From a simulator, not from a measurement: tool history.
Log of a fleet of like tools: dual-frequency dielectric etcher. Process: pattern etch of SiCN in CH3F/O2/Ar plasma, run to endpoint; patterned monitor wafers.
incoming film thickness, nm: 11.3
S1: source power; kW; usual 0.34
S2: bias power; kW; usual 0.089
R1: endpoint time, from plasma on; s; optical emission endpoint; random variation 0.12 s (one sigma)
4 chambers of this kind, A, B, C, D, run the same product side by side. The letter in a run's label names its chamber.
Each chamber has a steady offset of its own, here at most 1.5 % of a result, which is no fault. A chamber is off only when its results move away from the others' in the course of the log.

run 1C hour=9.6 | S1=0.34 S2=0.089 | R1=30.072
run 2D hour=22.1 | S1=0.34 S2=0.089 | R1=29.642
run 3A hour=31.3 | S1=0.34 S2=0.089 | R1=29.797
run 4B hour=46.1 | S1=0.34 S2=0.089 | R1=29.348
run 5D hour=60.2 | S1=0.31 S2=0.1 | R1=29.309
-- hour=64.3 chamber B: wet clean of the chamber
run 6B hour=74.6 | S1=0.31 S2=0.1 | R1=28.969
run 7A hour=88.5 | S1=0.31 S2=0.1 | R1=29.36
run 8C hour=103 | S1=0.31 S2=0.1 | R1=29.789
run 9A hour=115.6 | S1=0.34 S2=0.089 | R1=29.996
run 10B hour=128.9 | S1=0.39 S2=0.089 | R1=27.931
run 11C hour=142.4 | S1=0.39 S2=0.089 | R1=29.075
run 12D hour=151.6 | S1=0.39 S2=0.089 | R1=28.1
run 13B hour=159.3 | S1=0.39 S2=0.089 | R1=27.769
run 14D hour=170.4 | S1=0.34 S2=0.089 | R1=29.367
run 15C hour=180.6 | S1=0.34 S2=0.089 | R1=30.556
run 16A hour=189.1 | S1=0.34 S2=0.089 | R1=29.625
run 17B hour=199.4 | S1=0.34 S2=0.089 | R1=29.301
run 18D hour=207.1 | S1=0.34 S2=0.089 | R1=29.535
-- hour=207.3 chamber A: wet clean of the chamber
run 19A hour=216.5 | S1=0.34 S2=0.089 | R1=29.646
run 20C hour=229.9 | S1=0.34 S2=0.089 | R1=30.697
run 21D hour=244.9 | S1=0.34 S2=0.089 | R1=29.562
run 22B hour=252.6 | S1=0.34 S2=0.089 | R1=29.216
run 23A hour=267.5 | S1=0.34 S2=0.089 | R1=29.709
run 24C hour=283.1 | S1=0.34 S2=0.089 | R1=31.074

What goes on in this fleet: one chamber off, a drifting gauge, or nothing beyond the chambers' own small offsets? Name the chamber and the cause, if any.

Chamber C drifts away from the others.
Cause: etch rate under this chamber's usual, % = 4.36.

Here are 4 candidates for chamber C's next run, each the usual settings with a change, their results left as question marks. Which one brings its results back in line with what the others give on the usual settings?
In line means no further than this from the other chambers' mean on the usual settings: R1 0.43 s
run 25C-1 hour=294.5 | S1=0.31 S2=0.089 | R1=?
run 25C-2 hour=294.5 | S1=0.34 S2=0.096 | R1=?
run 25C-3 hour=294.5 | S1=0.37 S2=0.096 | R1=?
run 25C-4 hour=294.5 | S1=0.32 S2=0.082 | R1=?

The other chambers' mean on the usual settings: R1 29.46 s
run=25C-1 R1=32.191
run=25C-2 R1=30.234
run=25C-3 R1=29.309
run=25C-4 R1=32.812
25C-3 brings the chamber back in line.

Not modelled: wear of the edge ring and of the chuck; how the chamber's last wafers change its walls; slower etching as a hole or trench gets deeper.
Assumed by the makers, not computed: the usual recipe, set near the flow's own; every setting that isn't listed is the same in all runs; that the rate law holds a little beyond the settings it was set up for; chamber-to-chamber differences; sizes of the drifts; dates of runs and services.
